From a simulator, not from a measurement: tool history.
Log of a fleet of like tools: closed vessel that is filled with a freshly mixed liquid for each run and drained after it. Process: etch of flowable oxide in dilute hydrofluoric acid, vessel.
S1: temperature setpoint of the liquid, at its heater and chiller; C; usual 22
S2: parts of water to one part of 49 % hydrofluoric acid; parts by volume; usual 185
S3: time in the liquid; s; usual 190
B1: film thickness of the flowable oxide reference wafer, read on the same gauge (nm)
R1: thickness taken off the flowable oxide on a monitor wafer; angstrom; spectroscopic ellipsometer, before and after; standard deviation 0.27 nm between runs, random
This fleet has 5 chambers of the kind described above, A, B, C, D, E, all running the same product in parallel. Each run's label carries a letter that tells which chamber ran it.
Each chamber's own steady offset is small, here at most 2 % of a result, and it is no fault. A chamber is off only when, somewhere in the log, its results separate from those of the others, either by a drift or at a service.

| run | hour | S1 | S2 | S3 | B1 | R1 |
|---|---|---|---|---|---|---|
| 1B | 8.8 | 22 | 185 | 190 | 70.021 | 296.72 |
| 2E | 24.6 | 22 | 185 | 190 | 70.032 | 301.11 |
| 3C | 34.4 | 22 | 185 | 190 | 69.99 | 300.86 |
| 4A | 48 | 22 | 185 | 190 | 69.99 | 307.95 |
| 5D | 61.5 | 22 | 185 | 190 | 70.04 | 300.75 |
| 6C | 72.3 | 22 | 185 | 190 | 70.015 | 302.4 |
| 7E | 80.8 | 22 | 185 | 190 | 70.012 | 301.43 |
| 8A | 91 | 22 | 185 | 190 | 69.984 | 307.34 |
| 9B | 106.4 | 22 | 185 | 190 | 69.978 | 300.43 |
| 10D | 114.1 | 22 | 185 | 190 | 70.001 | 309.76 |
| 11E | 127.6 | 22 | 185 | 190 | 70 | 303.91 |
| 12A | 140.5 | 20.5 | 115 | 190 | 70.003 | 513.71 |
| 13D | 155.1 | 20.5 | 115 | 190 | 70.005 | 491.15 |
| 14C | 165.3 | 20.5 | 115 | 190 | 69.988 | 494.43 |
| 15B | 174.1 | 20.5 | 115 | 190 | 70.004 | 479.97 |
| 16A | 188.2 | 20.5 | 115 | 190 | 70.019 | 504.07 |
| 17E | 195.7 | 22 | 185 | 190 | 69.988 | 298.99 |
| 18B | 207.6 | 22 | 185 | 190 | 69.997 | 299.91 |
| 19C | 223.1 | 22 | 185 | 190 | 70.027 | 301.76 |
| 20D | 236 | 22 | 185 | 190 | 70.023 | 316.36 |
| 21A | 247 | 17.5 | 185 | 190 | 70.004 | 253.03 |
| 22C | 260.4 | 17.5 | 185 | 190 | 69.998 | 253.45 |
| 23E | 275.1 | 17.5 | 185 | 190 | 69.994 | 251.57 |
| 24D | 282.5 | 17.5 | 185 | 190 | 70.018 | 266.65 |
| 25B | 297.4 | 17.5 | 185 | 190 | 69.992 | 248.95 |
| 26D | 305.9 | 22 | 185 | 190 | 69.971 | 328.59 |
| 27A | 319.2 | 22 | 185 | 190 | 70.015 | 307.69 |
| 28C | 333.1 | 24 | 185 | 240 | 70 | 413.7 |
| 29B | 347 | 24 | 185 | 240 | 70.018 | 411.88 |
| 30E | 358 | 24 | 185 | 240 | 69.99 | 410.83 |
| 31E | 372.4 | 24 | 185 | 240 | 69.987 | 411.52 |
| 32C | 385.4 | 24 | 185 | 240 | 69.979 | 410.54 |
| 33B | 398.5 | 22 | 185 | 190 | 69.995 | 299.96 |

Next, all 5 chambers run the settings below, one line each with question marks for the results. What does each chamber give?
| 34A | 410.1 | 24.5 | 185 | 190 |  | ? |
| 34B | 410.1 | 24.5 | 185 | 190 |  | ? |
| 34C | 410.1 | 24.5 | 185 | 190 |  | ? |
| 34D | 410.1 | 24.5 | 185 | 190 |  | ? |
| 34E | 410.1 | 24.5 | 185 | 190 |  | ? |

| run | R1 |
|---|---|
| 34A | 336.46 |
| 34B | 331.47 |
| 34C | 330.39 |
| 34D | 374.89 |
| 34E | 326.89 |
